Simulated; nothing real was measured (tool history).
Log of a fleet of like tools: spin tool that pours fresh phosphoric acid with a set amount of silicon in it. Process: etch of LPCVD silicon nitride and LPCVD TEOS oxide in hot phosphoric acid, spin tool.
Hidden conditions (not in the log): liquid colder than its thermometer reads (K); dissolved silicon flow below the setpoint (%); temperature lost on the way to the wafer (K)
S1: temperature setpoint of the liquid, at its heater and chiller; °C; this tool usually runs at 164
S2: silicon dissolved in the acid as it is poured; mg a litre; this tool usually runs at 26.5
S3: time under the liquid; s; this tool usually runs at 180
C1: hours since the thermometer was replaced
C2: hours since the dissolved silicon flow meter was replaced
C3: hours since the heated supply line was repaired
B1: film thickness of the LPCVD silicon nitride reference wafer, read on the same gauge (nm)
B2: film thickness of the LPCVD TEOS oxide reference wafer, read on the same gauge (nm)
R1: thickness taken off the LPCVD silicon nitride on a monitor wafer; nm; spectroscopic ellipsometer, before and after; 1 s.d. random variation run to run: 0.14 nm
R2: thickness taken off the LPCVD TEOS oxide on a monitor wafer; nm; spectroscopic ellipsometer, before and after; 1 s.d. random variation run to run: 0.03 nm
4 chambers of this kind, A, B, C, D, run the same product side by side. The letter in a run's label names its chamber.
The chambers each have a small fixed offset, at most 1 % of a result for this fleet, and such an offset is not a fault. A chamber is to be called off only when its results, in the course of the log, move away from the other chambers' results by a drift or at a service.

run 1D hour=7 | S1=164 S2=26.5 S3=180 | C1=1045.6 C2=358.5 C3=753 | B1=29.979 B2=29.984 | R1=16.42 R2=0.54381
run 2C hour=19.7 | S1=164 S2=26.5 S3=180 | C1=1160.2 C2=552 C3=300.7 | B1=30.011 B2=29.98 | R1=16.52 R2=0.5828
run 3B hour=30.1 | S1=164 S2=26.5 S3=180 | C1=495.7 C2=1431.3 C3=2544.8 | B1=30.002 B2=30.034 | R1=16.513 R2=0.55149
run 4A hour=37.7 | S1=164 S2=26.5 S3=180 | C1=806.9 C2=306.3 C3=1131.7 | B1=29.995 B2=29.996 | R1=16.615 R2=0.56747
run 5C hour=45.7 | S1=164 S2=26.5 S3=180 | C1=1186.2 C2=578 C3=326.7 | B1=30.007 B2=29.993 | R1=16.671 R2=0.47524
run 6D hour=57.6 | S1=164 S2=26.5 S3=180 | C1=1096.2 C2=409.1 C3=803.6 | B1=29.993 B2=30.009 | R1=16.47 R2=0.48481
run 7A hour=67.1 | S1=164 S2=26.5 S3=180 | C1=836.3 C2=335.7 C3=1161.1 | B1=30.022 B2=30.006 | R1=16.662 R2=0.52626
run 8B hour=76.6 | S1=164 S2=26.5 S3=180 | C1=542.2 C2=1477.8 C3=2591.3 | B1=29.959 B2=30.01 | R1=16.492 R2=0.55342
run 9A hour=82.9 | S1=164 S2=26.5 S3=180 | C1=852.1 C2=351.5 C3=1176.9 | B1=30.003 B2=30.033 | R1=16.591 R2=0.59767
run 10C hour=90.2 | S1=164 S2=26.5 S3=180 | C1=1230.7 C2=622.5 C3=371.2 | B1=29.986 B2=29.998 | R1=16.235 R2=0.54995
run 11D hour=101.2 | S1=166.5 S2=8.5 S3=180 | C1=1139.8 C2=452.7 C3=847.2 | B1=30.001 B2=29.988 | R1=18.213 R2=1.1037
run 12B hour=113.9 | S1=166.5 S2=8.5 S3=180 | C1=579.5 C2=1515.1 C3=2628.6 | B1=29.999 B2=29.993 | R1=18.121 R2=1.0856
run 13B hour=120.2 | S1=166.5 S2=8.5 S3=180 | C1=585.8 C2=1521.4 C3=2634.9 | B1=30.019 B2=29.947 | R1=18.166 R2=1.0505
run 14D hour=130.5 | S1=166.5 S2=8.5 S3=180 | C1=1169.1 C2=482 C3=876.5 | B1=30.002 B2=29.998 | R1=18.151 R2=1.0932
run 15C hour=139.6 | S1=164 S2=26.5 S3=180 | C1=1280.1 C2=671.9 C3=420.6 | B1=30.008 B2=29.986 | R1=16.536 R2=0.4897
run 16A hour=146.1 | S1=164 S2=26.5 S3=180 | C1=915.3 C2=414.7 C3=1240.1 | B1=30.022 B2=29.991 | R1=16.602 R2=0.50838
run 17C hour=153 | S1=164 S2=26.5 S3=180 | C1=1293.5 C2=685.3 C3=434 | B1=29.989 B2=29.981 | R1=16.543 R2=0.54314
run 18A hour=160.8 | S1=164 S2=26.5 S3=180 | C1=930 C2=429.4 C3=1254.8 | B1=29.996 B2=30.001 | R1=16.753 R2=0.5598
-- hour=166.1 chamber C: dissolved silicon flow meter replaced
run 19D hour=171.8 | S1=164 S2=26.5 S3=180 | C1=1210.4 C2=523.3 C3=917.8 | B1=29.981 B2=29.984 | R1=16.725 R2=0.55532
-- hour=176.6 chamber D: dissolved silicon flow meter replaced
run 20B hour=181.8 | S1=164 S2=26.5 S3=180 | C1=647.4 C2=1583 C3=2696.5 | B1=29.993 B2=30.016 | R1=16.384 R2=0.49633
run 21B hour=190.1 | S1=164 S2=26.5 S3=180 | C1=655.7 C2=1591.3 C3=2704.8 | B1=29.979 B2=30.017 | R1=16.551 R2=0.57236
run 22D hour=197.2 | S1=164 S2=26.5 S3=180 | C1=1235.8 C2=20.6 C3=943.2 | B1=29.998 B2=30.001 | R1=16.166 R2=0.45351
run 23A hour=205.4 | S1=164 S2=26.5 S3=180 | C1=974.6 C2=474 C3=1299.4 | B1=29.997 B2=30.005 | R1=16.363 R2=0.53604
run 24C hour=214.4 | S1=164 S2=26.5 S3=180 | C1=1354.9 C2=48.4 C3=495.4 | B1=29.999 B2=30.021 | R1=16.544 R2=0.57168
run 25B hour=225.2 | S1=164 S2=26.5 S3=180 | C1=690.8 C2=1626.4 C3=2739.9 | B1=29.992 B2=29.997 | R1=16.417 R2=0.5704
run 26D hour=235.6 | S1=164 S2=42.5 S3=275 | C1=1274.2 C2=59 C3=981.6 | B1=30.008 B2=30 | R1=25.183 R2=0.37346
run 27A hour=246.1 | S1=164 S2=42.5 S3=275 | C1=1015.3 C2=514.7 C3=1340.1 | B1=30.003 B2=29.993 | R1=25.135 R2=0.33969
run 28C hour=252.6 | S1=164 S2=42.5 S3=275 | C1=1393.1 C2=86.6 C3=533.6 | B1=30.004 B2=30.036 | R1=25.408 R2=0.38568
run 29D hour=259.7 | S1=164 S2=42.5 S3=275 | C1=1298.3 C2=83.1 C3=1005.7 | B1=30.019 B2=29.997 | R1=25.298 R2=0.35429
run 30C hour=270.9 | S1=164 S2=26.5 S3=180 | C1=1411.4 C2=104.9 C3=551.9 | B1=30.003 B2=30.027 | R1=16.387 R2=0.50858
run 31A hour=278.5 | S1=164 S2=26.5 S3=180 | C1=1047.7 C2=547.1 C3=1372.5 | B1=30.057 B2=30.016 | R1=16.461 R2=0.56857
run 32B hour=287.2 | S1=164 S2=26.5 S3=180 | C1=752.8 C2=1688.4 C3=2801.9 | B1=29.981 B2=30.002 | R1=16.533 R2=0.56661
run 33C hour=294.8 | S1=164 S2=26.5 S3=180 | C1=1435.3 C2=128.8 C3=575.8 | B1=30.012 B2=29.986 | R1=16.297 R2=0.51862
run 34D hour=306.4 | S1=164 S2=26.5 S3=180 | C1=1345 C2=129.8 C3=1052.4 | B1=30.007 B2=30.035 | R1=16.502 R2=0.58399
run 35A hour=318.5 | S1=164 S2=26.5 S3=180 | C1=1087.7 C2=587.1 C3=1412.5 | B1=30.046 B2=30.032 | R1=16.587 R2=0.56067
run 36B hour=324 | S1=164 S2=26.5 S3=180 | C1=789.6 C2=1725.2 C3=2838.7 | B1=29.992 B2=30.05 | R1=16.369 R2=0.568
run 37C hour=336.5 | S1=164 S2=19 S3=180 | C1=1477 C2=170.5 C3=617.5 | B1=29.979 B2=29.991 | R1=16.634 R2=0.66977
run 38A hour=343.7 | S1=164 S2=19 S3=180 | C1=1112.9 C2=612.3 C3=1437.7 | B1=30.015 B2=30.015 | R1=16.318 R2=0.71444
run 39B hour=352.2 | S1=164 S2=19 S3=180 | C1=817.8 C2=1753.4 C3=2866.9 | B1=30.021 B2=30.017 | R1=16.617 R2=0.71074
run 40D hour=362.1 | S1=164 S2=19 S3=180 | C1=1400.7 C2=185.5 C3=1108.1 | B1=29.982 B2=29.991 | R1=16.588 R2=0.75981
run 41A hour=373.8 | S1=164 S2=26.5 S3=180 | C1=1143 C2=642.4 C3=1467.8 | B1=29.996 B2=29.981 | R1=16.5 R2=0.4851

Read the log: is a single chamber off, either drifting away or since a service, is the gauge that measures every chamber drifting, or is nothing wrong beyond small per-chamber offsets? Name any odd chamber and what most likely caused it.

Beyond each chamber's small constant offset nothing stands out, and the gauge stays steady.

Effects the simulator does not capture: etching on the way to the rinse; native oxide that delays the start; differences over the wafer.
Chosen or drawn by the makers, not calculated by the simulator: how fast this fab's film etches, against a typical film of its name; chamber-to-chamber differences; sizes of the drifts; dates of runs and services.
